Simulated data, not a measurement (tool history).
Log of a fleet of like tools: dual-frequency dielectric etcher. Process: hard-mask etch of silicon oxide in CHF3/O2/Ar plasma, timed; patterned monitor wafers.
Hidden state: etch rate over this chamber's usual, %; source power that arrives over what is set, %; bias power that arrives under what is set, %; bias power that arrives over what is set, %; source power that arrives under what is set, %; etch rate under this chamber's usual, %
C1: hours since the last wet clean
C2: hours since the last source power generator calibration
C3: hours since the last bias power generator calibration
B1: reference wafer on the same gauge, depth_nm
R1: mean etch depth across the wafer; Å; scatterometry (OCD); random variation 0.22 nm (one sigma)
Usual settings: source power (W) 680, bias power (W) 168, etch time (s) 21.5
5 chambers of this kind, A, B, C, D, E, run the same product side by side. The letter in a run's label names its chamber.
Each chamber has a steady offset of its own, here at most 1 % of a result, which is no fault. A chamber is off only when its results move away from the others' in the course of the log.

{"run": "1B", "hour": 6.4, "source power (W)": 680, "bias power (W)": 168, "etch time (s)": 21.5, "C1": 196.5, "C2": 1383.6, "C3": 984.4, "B1": 48.084, "R1": 445.26}
{"run": "2E", "hour": 10.3, "source power (W)": 680, "bias power (W)": 168, "etch time (s)": 21.5, "C1": 89.8, "C2": 165.8, "C3": 31.1, "B1": 48.13, "R1": 432.79}
{"run": "3C", "hour": 15.3, "source power (W)": 680, "bias power (W)": 168, "etch time (s)": 21.5, "C1": 546.0, "C2": 4579.5, "C3": 1419.8, "B1": 48.07, "R1": 434.96}
{"hour": 17.8, "done": "chamber C: wet clean of the chamber"}
{"run": "4A", "hour": 18.7, "source power (W)": 680, "bias power (W)": 168, "etch time (s)": 21.5, "C1": 249.3, "C2": 4440.8, "C3": 1214.3, "B1": 48.068, "R1": 435.14}
{"run": "5D", "hour": 23.4, "source power (W)": 680, "bias power (W)": 168, "etch time (s)": 21.5, "C1": 429.8, "C2": 245.1, "C3": 1791.3, "B1": 48.074, "R1": 429.91}
{"run": "6E", "hour": 26.7, "source power (W)": 680, "bias power (W)": 168, "etch time (s)": 21.5, "C1": 106.2, "C2": 182.2, "C3": 47.5, "B1": 48.058, "R1": 434.72}
{"run": "7A", "hour": 31.0, "source power (W)": 680, "bias power (W)": 168, "etch time (s)": 21.5, "C1": 261.6, "C2": 4453.1, "C3": 1226.6, "B1": 48.064, "R1": 437.57}
{"run": "8C", "hour": 36.8, "source power (W)": 680, "bias power (W)": 168, "etch time (s)": 21.5, "C1": 19.1, "C2": 4601.0, "C3": 1441.3, "B1": 48.136, "R1": 440.66}
{"run": "9B", "hour": 40.1, "source power (W)": 600, "bias power (W)": 168, "etch time (s)": 21.5, "C1": 230.2, "C2": 1417.3, "C3": 1018.1, "B1": 48.063, "R1": 422.48}
{"run": "10D", "hour": 43.8, "source power (W)": 600, "bias power (W)": 168, "etch time (s)": 21.5, "C1": 450.2, "C2": 265.5, "C3": 1811.7, "B1": 48.108, "R1": 412.06}
{"hour": 45.0, "done": "chamber D: wet clean of the chamber"}
{"run": "11D", "hour": 47.5, "source power (W)": 600, "bias power (W)": 168, "etch time (s)": 21.5, "C1": 2.6, "C2": 269.2, "C3": 1815.4, "B1": 48.114, "R1": 397.02}
{"run": "12E", "hour": 51.6, "source power (W)": 600, "bias power (W)": 168, "etch time (s)": 21.5, "C1": 131.1, "C2": 207.1, "C3": 72.4, "B1": 48.085, "R1": 416.37}
{"run": "13B", "hour": 56.4, "source power (W)": 600, "bias power (W)": 168, "etch time (s)": 21.5, "C1": 246.5, "C2": 1433.6, "C3": 1034.4, "B1": 48.116, "R1": 419.48}
{"run": "14C", "hour": 59.6, "source power (W)": 680, "bias power (W)": 168, "etch time (s)": 21.5, "C1": 41.9, "C2": 4623.8, "C3": 1464.1, "B1": 48.061, "R1": 436.33}
{"run": "15A", "hour": 64.6, "source power (W)": 560, "bias power (W)": 168, "etch time (s)": 21.5, "C1": 295.2, "C2": 4486.7, "C3": 1260.2, "B1": 48.077, "R1": 407.26}
{"run": "16A", "hour": 71.6, "source power (W)": 560, "bias power (W)": 168, "etch time (s)": 21.5, "C1": 302.2, "C2": 4493.7, "C3": 1267.2, "B1": 48.113, "R1": 407.32}
{"run": "17D", "hour": 77.3, "source power (W)": 560, "bias power (W)": 168, "etch time (s)": 21.5, "C1": 32.4, "C2": 299.0, "C3": 1845.2, "B1": 48.028, "R1": 383.72}
{"run": "18C", "hour": 83.3, "source power (W)": 560, "bias power (W)": 168, "etch time (s)": 21.5, "C1": 65.6, "C2": 4647.5, "C3": 1487.8, "B1": 48.041, "R1": 406.95}
{"run": "19E", "hour": 89.9, "source power (W)": 560, "bias power (W)": 168, "etch time (s)": 21.5, "C1": 169.4, "C2": 245.4, "C3": 110.7, "B1": 48.061, "R1": 402.94}
{"run": "20B", "hour": 94.9, "source power (W)": 680, "bias power (W)": 168, "etch time (s)": 21.5, "C1": 285.0, "C2": 1472.1, "C3": 1072.9, "B1": 48.106, "R1": 443.21}
{"run": "21E", "hour": 99.3, "source power (W)": 680, "bias power (W)": 168, "etch time (s)": 21.5, "C1": 178.8, "C2": 254.8, "C3": 120.1, "B1": 48.12, "R1": 435.61}
{"run": "22A", "hour": 102.8, "source power (W)": 680, "bias power (W)": 168, "etch time (s)": 21.5, "C1": 333.4, "C2": 4524.9, "C3": 1298.4, "B1": 48.13, "R1": 431.9}
{"run": "23C", "hour": 106.2, "source power (W)": 680, "bias power (W)": 168, "etch time (s)": 21.5, "C1": 88.5, "C2": 4670.4, "C3": 1510.7, "B1": 48.089, "R1": 433.96}
{"run": "24B", "hour": 113.2, "source power (W)": 680, "bias power (W)": 168, "etch time (s)": 21.5, "C1": 303.3, "C2": 1490.4, "C3": 1091.2, "B1": 48.152, "R1": 440.62}
{"run": "25D", "hour": 120.5, "source power (W)": 680, "bias power (W)": 168, "etch time (s)": 21.5, "C1": 75.6, "C2": 342.2, "C3": 1888.4, "B1": 48.087, "R1": 414.43}
{"run": "26E", "hour": 124.1, "source power (W)": 680, "bias power (W)": 168, "etch time (s)": 21.5, "C1": 203.6, "C2": 279.6, "C3": 144.9, "B1": 48.092, "R1": 432.22}
{"run": "27C", "hour": 130.2, "source power (W)": 680, "bias power (W)": 168, "etch time (s)": 21.5, "C1": 112.5, "C2": 4694.4, "C3": 1534.7, "B1": 48.12, "R1": 439.21}
{"run": "28D", "hour": 135.4, "source power (W)": 680, "bias power (W)": 168, "etch time (s)": 21.5, "C1": 90.5, "C2": 357.1, "C3": 1903.3, "B1": 48.108, "R1": 416.66}
{"run": "29A", "hour": 139.8, "source power (W)": 520, "bias power (W)": 168, "etch time (s)": 25.0, "C1": 370.4, "C2": 4561.9, "C3": 1335.4, "B1": 48.056, "R1": 454.54}
{"run": "30B", "hour": 146.9, "source power (W)": 520, "bias power (W)": 168, "etch time (s)": 25.0, "C1": 337.0, "C2": 1524.1, "C3": 1124.9, "B1": 48.09, "R1": 462.79}

Next, every chamber runs the same settings. What will each give?
{"run": "31A", "hour": 152.0, "source power (W)": 680, "bias power (W)": 132, "etch time (s)": 21.5, "R1": "?"}
{"run": "31B", "hour": 152.0, "source power (W)": 680, "bias power (W)": 132, "etch time (s)": 21.5, "R1": "?"}
{"run": "31C", "hour": 152.0, "source power (W)": 680, "bias power (W)": 132, "etch time (s)": 21.5, "R1": "?"}
{"run": "31D", "hour": 152.0, "source power (W)": 680, "bias power (W)": 132, "etch time (s)": 21.5, "R1": "?"}
{"run": "31E", "hour": 152.0, "source power (W)": 680, "bias power (W)": 132, "etch time (s)": 21.5, "R1": "?"}

run=31A R1=406.92
run=31B R1=404.41
run=31C R1=405.12
run=31D R1=381.36
run=31E R1=401.23
